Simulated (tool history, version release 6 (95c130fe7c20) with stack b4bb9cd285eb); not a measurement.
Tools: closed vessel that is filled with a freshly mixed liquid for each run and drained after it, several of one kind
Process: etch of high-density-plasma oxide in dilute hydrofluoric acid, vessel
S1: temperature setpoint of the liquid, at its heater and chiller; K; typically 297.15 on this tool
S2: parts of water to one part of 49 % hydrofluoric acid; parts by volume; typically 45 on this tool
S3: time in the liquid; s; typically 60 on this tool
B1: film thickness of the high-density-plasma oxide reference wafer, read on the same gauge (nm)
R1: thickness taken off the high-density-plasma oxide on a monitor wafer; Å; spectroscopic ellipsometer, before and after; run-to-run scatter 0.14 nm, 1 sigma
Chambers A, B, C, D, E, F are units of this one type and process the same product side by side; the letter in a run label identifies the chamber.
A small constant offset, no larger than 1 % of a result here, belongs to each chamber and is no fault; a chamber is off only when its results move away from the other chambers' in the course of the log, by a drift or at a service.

At hour 1.8: chamber A: hydrofluoric acid flow meter replaced.
Run 1B, hour 7.6: usual settings; B1 139.99. Result: R1 160.910 Å.
Run 2F, hour 18.9: usual settings; B1 140.04. Result: R1 160.040 Å.
Run 3D, hour 32.7: usual settings; B1 139.97. Result: R1 159.230 Å.
Run 4E, hour 48.3: usual settings; B1 139.97. Result: R1 159.810 Å.
Run 5C, hour 57.2: usual settings; B1 140.00. Result: R1 160.520 Å.
Run 6A, hour 72.5: usual settings; B1 139.96. Result: R1 158.530 Å.
Run 7B, hour 85.7: usual settings but S1 299.65 K; B1 139.98. Result: R1 179.390 Å.
Run 8A, hour 94.9: usual settings but S1 299.65 K; B1 140.00. Result: R1 177.740 Å.
Run 9D, hour 102.8: usual settings but S1 299.65 K; B1 139.99. Result: R1 179.950 Å.
Run 10E, hour 111.1: usual settings but S1 299.65 K; B1 139.96. Result: R1 177.110 Å.
Run 11C, hour 120.7: usual settings but S1 299.65 K; B1 140.04. Result: R1 177.700 Å.
Run 12F, hour 130.7: usual settings but S1 299.65 K; B1 140.01. Result: R1 178.880 Å.
Run 13E, hour 145.4: usual settings; B1 139.98. Result: R1 160.550 Å.
Run 14F, hour 160.3: usual settings but S1 301.65 K, S2 55 parts by volume; B1 140.04. Result: R1 154.220 Å.
Run 15C, hour 174.5: usual settings but S1 301.65 K, S2 55 parts by volume; B1 139.96. Result: R1 155.530 Å.
Run 16B, hour 190.1: usual settings but S1 301.65 K, S2 55 parts by volume; B1 140.02. Result: R1 155.630 Å.
Run 17A, hour 203.5: usual settings but S1 301.65 K, S2 55 parts by volume; B1 140.00. Result: R1 154.810 Å.
Run 18D, hour 211.9: usual settings but S1 301.65 K, S2 55 parts by volume; B1 139.98. Result: R1 157.380 Å.
At hour 216.2: chamber D: thermometer replaced.
Run 19A, hour 224.7: usual settings but S1 301.65 K, S2 55 parts by volume; B1 140.00. Result: R1 155.920 Å.
Run 20C, hour 239.2: usual settings; B1 139.96. Result: R1 165.770 Å.
Run 21B, hour 249.9: usual settings; B1 140.00. Result: R1 163.120 Å.
Run 22E, hour 265.9: usual settings but S1 294.65 K, S3 30 s; B1 139.98. Result: R1 72.243 Å.
Run 23F, hour 273.3: usual settings but S1 294.65 K, S3 30 s; B1 140.00. Result: R1 71.715 Å.
Run 24D, hour 283.6: usual settings but S1 294.65 K, S3 30 s; B1 140.03. Result: R1 73.666 Å.
Run 25D, hour 299.5: usual settings but S1 294.65 K, S3 30 s; B1 139.98. Result: R1 73.034 Å.
At hour 304.9: chamber C: thermometer replaced.
Run 26B, hour 307.3: usual settings but S1 294.65 K, S3 30 s; B1 139.97. Result: R1 72.257 Å.
Run 27E, hour 322.3: usual settings but S1 294.65 K, S3 30 s; B1 140.00. Result: R1 71.468 Å.
Run 28F, hour 330.5: usual settings; B1 140.03. Result: R1 160.310 Å.
Run 29C, hour 338.9: usual settings but S2 55 parts by volume; B1 140.05. Result: R1 138.500 Å.
Run 30A, hour 353.4: usual settings but S2 55 parts by volume; B1 140.01. Result: R1 128.440 Å.
Run 31B, hour 363.0: usual settings but S2 55 parts by volume; B1 140.02. Result: R1 131.770 Å.
Run 32C, hour 377.6: usual settings but S2 55 parts by volume; B1 139.96. Result: R1 137.620 Å.
Run 33F, hour 385.2: usual settings but S2 55 parts by volume; B1 139.96. Result: R1 128.770 Å.
Run 34D, hour 400.7: usual settings but S2 55 parts by volume; B1 139.95. Result: R1 131.660 Å.
Run 35E, hour 411.3: usual settings; B1 140.00. Result: R1 160.240 Å.
Run 36A, hour 423.2: usual settings; B1 139.99. Result: R1 159.230 Å.
Run 37D, hour 433.0: usual settings; B1 140.02. Result: R1 158.150 Å.
At hour 437.4: chamber F: thermometer replaced.
Run 38F, hour 441.0: usual settings; B1 140.01. Result: R1 162.600 Å.
Run 39E, hour 456.6: usual settings; B1 140.01. Result: R1 159.230 Å.
Run 40C, hour 466.4: usual settings; B1 139.99. Result: R1 177.140 Å.

Has any chamber moved away from the others, gradually or after a service, or does the common gauge drift, or do the chambers differ only by their own small steady offsets? State the chamber and the most likely cause if one applies.

It is chamber C that slowly wanders off from its peers.
Likeliest cause: hydrofluoric acid flow above the setpoint (%) = 9.05.

Below are 4 candidate recipes for chamber C's next run, each the usual settings with a change, their results shown as question marks. Which of them brings C's results back in line with what the other chambers give on the usual settings?
In line means no further than this from the other chambers' mean on the usual settings: R1 5.000 Å
Run 41C-1, hour 477.9: usual settings but S1 298.15 K. Result: R1 ?.
Run 41C-2, hour 477.9: usual settings but S3 55 s. Result: R1 ?.
Run 41C-3, hour 477.9: usual settings but S1 296.15 K. Result: R1 ?.
Run 41C-4, hour 477.9: usual settings but S1 297.65 K, S3 65 s. Result: R1 ?.

Usual-settings mean across the other chambers: R1 160.800 Å
  run       R1
41C-1  183.150
41C-2  161.100
41C-3  168.580
41C-4  194.370
41C-2 puts the chamber back in line with the other chambers.

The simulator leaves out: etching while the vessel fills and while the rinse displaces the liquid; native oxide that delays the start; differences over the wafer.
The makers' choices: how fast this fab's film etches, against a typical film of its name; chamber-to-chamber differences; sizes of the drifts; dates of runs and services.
